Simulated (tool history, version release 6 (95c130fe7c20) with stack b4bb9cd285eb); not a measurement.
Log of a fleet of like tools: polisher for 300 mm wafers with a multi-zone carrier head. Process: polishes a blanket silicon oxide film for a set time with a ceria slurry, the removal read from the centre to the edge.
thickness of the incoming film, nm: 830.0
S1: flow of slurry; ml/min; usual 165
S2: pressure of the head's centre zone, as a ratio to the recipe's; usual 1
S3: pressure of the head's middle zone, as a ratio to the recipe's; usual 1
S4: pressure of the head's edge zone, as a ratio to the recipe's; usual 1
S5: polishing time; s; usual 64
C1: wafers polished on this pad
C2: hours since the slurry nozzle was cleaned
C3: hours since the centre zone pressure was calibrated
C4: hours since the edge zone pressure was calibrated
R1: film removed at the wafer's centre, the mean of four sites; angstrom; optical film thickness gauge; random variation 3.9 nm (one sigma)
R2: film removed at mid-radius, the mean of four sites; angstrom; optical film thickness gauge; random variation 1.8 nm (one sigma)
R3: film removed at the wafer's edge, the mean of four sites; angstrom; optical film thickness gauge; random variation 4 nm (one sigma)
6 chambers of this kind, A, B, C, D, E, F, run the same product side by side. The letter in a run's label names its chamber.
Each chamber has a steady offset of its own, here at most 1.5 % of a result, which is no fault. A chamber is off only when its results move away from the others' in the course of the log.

run   hour   S1    S2    S3  S4  S5    C1     C2      C3      C4      R1      R2      R3
 1A    7.1  165     1     1   1  64   528  116.6    73.4  1061.9  2875.4  2810.6  2886.1
      14.2  -- chamber A: worn pad replaced by a new one
 2F   14.9  165     1     1   1  64   374  136.4    58.5   334.9  2733.4  2796.9    2770
      16.7  -- chamber F: edge zone pressure recalibrated
 3E   19.7  165     1     1   1  64   845  490.4   164.2    25.8  2814.6  2851.4  2823.3
      24.4  -- chamber D: slurry nozzle cleaned
 4D     28  165     1     1   1  64  1113    3.6   709.5   301.7  2832.4  2768.9  2872.5
 5B   36.2  165     1     1   1  51   437  685.4   238.8   207.4  2210.8  2262.5  2264.7
      38.3  -- chamber C: slurry nozzle cleaned
 6C   41.1  165     1     1   1  51   750    2.8   899.9   525.7  2220.3  2267.5  2211.1
 7D   48.3  165     1     1   1  51  1256   23.9   729.8     322  2255.5  2223.1  2192.8
 8C   57.1  165     1     1   1  51   863   18.8   915.9   541.7  2303.2  2251.1  2283.9
 9A   64.8  165     1     1   1  51   357  174.3   131.1  1119.6    2213  2262.8  2228.7
10F   71.8  165     1     1   1  51   775  193.3   115.4    55.1  2239.3  2223.2  2321.9
      75.6  -- chamber A: slurry nozzle cleaned
        77  -- chamber D: centre zone pressure recalibrated
11B   78.5  165     1  1.09   1  43   735  727.7   281.1   249.7  1906.6  2051.3  1867.6
      84.2  -- chamber C: edge zone pressure recalibrated
12E   86.6  165     1  1.09   1  43  1317  557.3   231.1    92.7  1862.1  2071.7  1867.8
      87.7  -- chamber D: worn pad replaced by a new one
      89.2  -- chamber A: worn pad replaced by a new one
13E   93.8  165     1  1.09   1  43  1367  564.5   238.3    99.9  1911.3  2062.3  1907.4
14A     98  165     1  1.09   1  43    62   22.4   164.3  1152.8  1917.5  2041.9  1876.4
     103.1  -- chamber E: worn pad replaced by a new one
15B  104.9  165     1  1.09   1  43   922  754.1   307.5   276.1  1943.3  2036.4  1887.7
     108.2  -- chamber B: worn pad replaced by a new one
16F  109.9  165     1  1.09   1  43  1044  231.4   153.5    93.2    1836  2004.5  1875.1
17C  115.1  165     1     1   1  64  1272   76.8   973.9    30.9  2811.4  2863.7  2765.7
     120.3  -- chamber B: centre zone pressure recalibrated
18D  123.4  165     1     1   1  64   252     99    46.4   397.1  2841.4  2796.6  2795.2
19D  129.5  165     1     1   1  64   295  105.1    52.5   403.2  2873.8  2761.2  2847.8
20C    135  165     1     1   1  64  1413   96.7   993.8    50.8    2812  2827.3  2817.7
       138  -- chamber C: worn pad replaced by a new one
21F  141.2  165     1     1   1  64  1265  262.7   184.8   124.5  2823.7  2757.3  2810.5
22E  146.4  165     1     1   1  64   305  617.1   290.9   152.5  2813.6  2809.1  2766.6
23A  151.4  165  1.09  1.09   1  64   439   75.8   217.7  1206.2  3053.6  3035.3  2937.5
24B  158.1  165  1.09  1.09   1  64   352  807.3    37.9   329.3  3087.3  3036.4  2742.1
25C  164.3  165  1.09  1.09   1  64   186    126  1023.1    80.1  3112.4    3086  2797.3
26A  171.9  165  1.09  1.09   1  64   583   96.3   238.2  1226.7    3130  3047.3  2905.7
27F  179.6  165  1.09  1.09   1  64  1536  301.1   223.2   162.9  2968.8  2884.1  2760.8
     185.6  -- chamber A: worn pad replaced by a new one
     186.2  -- chamber C: centre zone pressure recalibrated
28D  187.8  165  1.09  1.09   1  64   706  163.4   110.8   461.5  3007.1  3001.4  2738.6
     191.7  -- chamber B: edge zone pressure recalibrated
29B  193.9  165     1     1   1  64   604  843.1    73.7     2.2  2810.7  2845.6  2793.2
30E  201.9  165     1     1   1  64   697  672.6   346.4     208  2753.6  2823.8    2839
31D  206.3  165     1     1   1  64   837  181.9   129.3     480  2857.2    2813  2834.4
32B  211.9  165     1     1   1  64   731  861.1    91.7    20.2  2788.7  2832.4  2823.6
33A  220.4  165     1     1   1  64   245  144.8   286.7  1275.2  2815.4  2831.2  2752.8
     228.9  -- chamber B: slurry nozzle cleaned
34F    229  165     1     1   1  64  1884  350.5   272.6   212.3  2596.9  2606.2  2561.7
35E  237.1  165     1     1   1  64   945  707.8   381.6   243.2  2744.6  2815.9    2800
     239.9  -- chamber B: worn pad replaced by a new one
36C  245.1  165     1     1   1  64   755  206.8    58.9   160.9  2802.5  2824.4  2853.5
37D  249.7  165     1     1   1  64  1143  225.3   172.7   523.4  2812.1  2783.5  2744.8
38B  255.4  165     1     1   1  64   109   26.5   135.2    63.7  2796.3  2820.7  2817.8
     257.9  -- chamber E: worn pad replaced by a new one
39A    260  165     1     1   1  64   525  184.4   326.3  1314.8  2864.8  2804.4  2832.1
40F  268.5  165     1     1   1  64  2163    390   312.1   251.8  2577.4    2559  2583.2
     272.6  -- chamber E: centre zone pressure recalibrated
41E  275.1  165     1     1   1  64   121  745.8     2.5   281.2  2846.7    2826  2774.7
42C  279.2  165     1     1   1  64   996  240.9      93     195  2781.5  2825.9  2800.2
43D  287.4  165     1     1   1  64  1409    263   210.4   561.1    2818    2780  2821.7

All 6 chambers run these settings next. Forecast each chamber's results:
44A  293.8  165   1   1   1  64                   ?   ?   ?
44B  293.8  165   1   1   1  64                   ?   ?   ?
44C  293.8  165   1   1   1  64                   ?   ?   ?
44D  293.8  165   1   1   1  64                   ?   ?   ?
44E  293.8  165   1   1   1  64                   ?   ?   ?
44F  293.8  165   1   1   1  64                   ?   ?   ?

run      R1      R2      R3
44A    2766  2804.8  2768.5
44B  2777.3  2821.6  2840.3
44C  2860.5  2876.9  2835.8
44D  2769.1  2809.3  2800.9
44E  2748.7  2843.4  2820.5
44F  2515.8  2509.4    2467

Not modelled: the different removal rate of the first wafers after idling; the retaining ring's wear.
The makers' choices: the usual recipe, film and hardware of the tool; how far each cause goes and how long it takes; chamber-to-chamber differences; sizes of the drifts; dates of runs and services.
